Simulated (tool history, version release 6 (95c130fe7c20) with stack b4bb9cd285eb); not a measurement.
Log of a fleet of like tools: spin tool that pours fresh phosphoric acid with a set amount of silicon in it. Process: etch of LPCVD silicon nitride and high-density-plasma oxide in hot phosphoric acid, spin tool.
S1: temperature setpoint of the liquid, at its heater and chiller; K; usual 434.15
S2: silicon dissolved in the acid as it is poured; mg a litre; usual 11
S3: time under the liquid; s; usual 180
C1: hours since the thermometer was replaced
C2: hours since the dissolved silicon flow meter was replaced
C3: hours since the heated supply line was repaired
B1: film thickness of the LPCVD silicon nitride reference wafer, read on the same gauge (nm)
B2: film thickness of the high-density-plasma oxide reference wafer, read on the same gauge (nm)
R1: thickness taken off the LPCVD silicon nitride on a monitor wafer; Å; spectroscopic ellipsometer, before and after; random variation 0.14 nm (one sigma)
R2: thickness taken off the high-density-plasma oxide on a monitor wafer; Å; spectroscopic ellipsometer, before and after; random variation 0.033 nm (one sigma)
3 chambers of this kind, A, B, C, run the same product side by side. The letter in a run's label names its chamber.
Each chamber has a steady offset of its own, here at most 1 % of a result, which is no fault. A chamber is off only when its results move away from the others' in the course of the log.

Run 1C, hour 3.9: usual settings; C1 153.8; C2 70.8; C3 235.9; B1 139.98; B2 100. Result: R1 175.05 Å, R2 7.2535 Å.
Run 2B, hour 11.5: usual settings; C1 788.4; C2 106.7; C3 1401; B1 140; B2 100.02. Result: R1 173.25 Å, R2 6.8925 Å.
Run 3A, hour 19.3: usual settings; C1 1539; C2 696.2; C3 950.9; B1 140.01; B2 99.984. Result: R1 173.49 Å, R2 7.2432 Å.
Run 4B, hour 25.5: usual settings; C1 802.4; C2 120.7; C3 1415; B1 140.01; B2 99.988. Result: R1 175.3 Å, R2 6.7938 Å.
Run 5C, hour 34: usual settings; C1 183.9; C2 100.9; C3 266; B1 139.98; B2 100. Result: R1 175.58 Å, R2 7.5204 Å.
Run 6A, hour 38.9: usual settings but S2 4 mg a litre; C1 1558.6; C2 715.8; C3 970.5; B1 140; B2 100.01. Result: R1 173.64 Å, R2 8.5381 Å.
Run 7B, hour 45: usual settings but S2 4 mg a litre; C1 821.9; C2 140.2; C3 1434.5; B1 139.99; B2 100.01. Result: R1 172.07 Å, R2 8.0516 Å.
Run 8A, hour 53: usual settings but S2 4 mg a litre; C1 1572.7; C2 729.9; C3 984.6; B1 139.97; B2 100.02. Result: R1 174.91 Å, R2 8.238 Å.
Run 9C, hour 56.7: usual settings; C1 206.6; C2 123.6; C3 288.7; B1 139.99; B2 99.997. Result: R1 174.58 Å, R2 7.1474 Å.
Run 10B, hour 62.3: usual settings; C1 839.2; C2 157.5; C3 1451.8; B1 140; B2 99.988. Result: R1 173.96 Å, R2 6.9193 Å.
Run 11A, hour 67.4: usual settings but S1 431.15 K, S3 80 s; C1 1587.1; C2 744.3; C3 999; B1 140; B2 100. Result: R1 70.009 Å, R2 2.5283 Å.
Run 12C, hour 71.1: usual settings but S1 431.15 K, S3 80 s; C1 221; C2 138; C3 303.1; B1 139.99; B2 99.999. Result: R1 70.264 Å, R2 2.2606 Å.
Run 13A, hour 76.1: usual settings but S1 431.15 K, S3 80 s; C1 1595.8; C2 753; C3 1007.7; B1 140.01; B2 100.01. Result: R1 70.577 Å, R2 2.4482 Å.
Run 14C, hour 82.5: usual settings; C1 232.4; C2 149.4; C3 314.5; B1 140; B2 100. Result: R1 174.72 Å, R2 6.0979 Å.
At hour 84.9: chamber A: thermometer replaced.
Run 15B, hour 86.4: usual settings; C1 863.3; C2 181.6; C3 1475.9; B1 140; B2 100.01. Result: R1 170.78 Å, R2 6.729 Å.
Run 16B, hour 94.2: usual settings; C1 871.1; C2 189.4; C3 1483.7; B1 140; B2 99.99. Result: R1 169.87 Å, R2 6.8305 Å.
Run 17A, hour 99.1: usual settings; C1 14.3; C2 776; C3 1030.7; B1 140; B2 99.971. Result: R1 171.52 Å, R2 7.2477 Å.
Run 18C, hour 106.5: usual settings; C1 256.4; C2 173.4; C3 338.5; B1 140; B2 99.983. Result: R1 176.89 Å, R2 6.5669 Å.
Run 19A, hour 114.6: usual settings; C1 29.8; C2 791.5; C3 1046.2; B1 140; B2 99.967. Result: R1 172.13 Å, R2 7.2286 Å.
Run 20C, hour 119.8: usual settings; C1 269.7; C2 186.7; C3 351.8; B1 140.01; B2 99.98. Result: R1 175.2 Å, R2 6.5389 Å.
Run 21B, hour 127.6: usual settings; C1 904.5; C2 222.8; C3 1517.1; B1 140.02; B2 99.997. Result: R1 170.88 Å, R2 5.6935 Å.
Run 22C, hour 134.4: usual settings; C1 284.3; C2 201.3; C3 366.4; B1 140; B2 100. Result: R1 173.41 Å, R2 6.9002 Å.
Run 23A, hour 141.7: usual settings; C1 56.9; C2 818.6; C3 1073.3; B1 140; B2 100.01. Result: R1 172.07 Å, R2 7.1018 Å.
Run 24B, hour 148.5: usual settings; C1 925.4; C2 243.7; C3 1538; B1 139.99; B2 99.983. Result: R1 166.11 Å, R2 6.2398 Å.
Run 25C, hour 154.9: usual settings; C1 304.8; C2 221.8; C3 386.9; B1 140.01; B2 100.01. Result: R1 173.48 Å, R2 6.3986 Å.
Run 26B, hour 159.7: usual settings; C1 936.6; C2 254.9; C3 1549.2; B1 139.99; B2 100.01. Result: R1 165.09 Å, R2 6.5971 Å.
Run 27A, hour 167.7: usual settings; C1 82.9; C2 844.6; C3 1099.3; B1 139.99; B2 99.991. Result: R1 172.29 Å, R2 7.069 Å.
Run 28A, hour 171.5: usual settings; C1 86.7; C2 848.4; C3 1103.1; B1 140; B2 99.997. Result: R1 173.41 Å, R2 7.2505 Å.
Run 29C, hour 176.1: usual settings but S2 19.5 mg a litre; C1 326; C2 243; C3 408.1; B1 140; B2 99.993. Result: R1 172.77 Å, R2 5.6962 Å.
Run 30B, hour 180.5: usual settings but S2 19.5 mg a litre; C1 957.4; C2 275.7; C3 1570; B1 140.01; B2 100.02. Result: R1 162.74 Å, R2 5.1841 Å.

Is one chamber off against the others, does the gauge drift, or is nothing wrong? If a chamber is off, say which, and what the likeliest cause is.

Chamber B drifts away from the others.
Cause: liquid colder than its thermometer reads (K) = 2.11.
The log may not tell that from: temperature lost on the way to the wafer (K).

Here are 4 candidates for chamber B's next run, each the usual settings with a change, their results left as question marks. Which one brings its results back in line with what the others give on the usual settings?
In line means no further than this from the other chambers' mean on the usual settings: R1 5 Å; R2 1.1 Å
Run 31B-1, hour 186.6: usual settings but S1 434.65 K, S2 8.5 mg a litre, S3 190 s. Result: R1 ?, R2 ?.
Run 31B-2, hour 186.6: usual settings but S1 435.15 K, S2 6.5 mg a litre, S3 195 s. Result: R1 ?, R2 ?.
Run 31B-3, hour 186.6: usual settings but S1 433.65 K, S2 13.5 mg a litre, S3 170 s. Result: R1 ?, R2 ?.
Run 31B-4, hour 186.6: usual settings but S1 433.15 K, S2 15.5 mg a litre, S3 165 s. Result: R1 ?, R2 ?.

The other chambers' mean on the usual settings: R1 174.02 Å; R2 6.971 Å
  run      R1      R2
31B-1  175.36  6.9175
31B-2  183.03  7.6849
31B-3   151.8   5.135
31B-4  144.86  4.5698
31B-1 brings the chamber back in line.
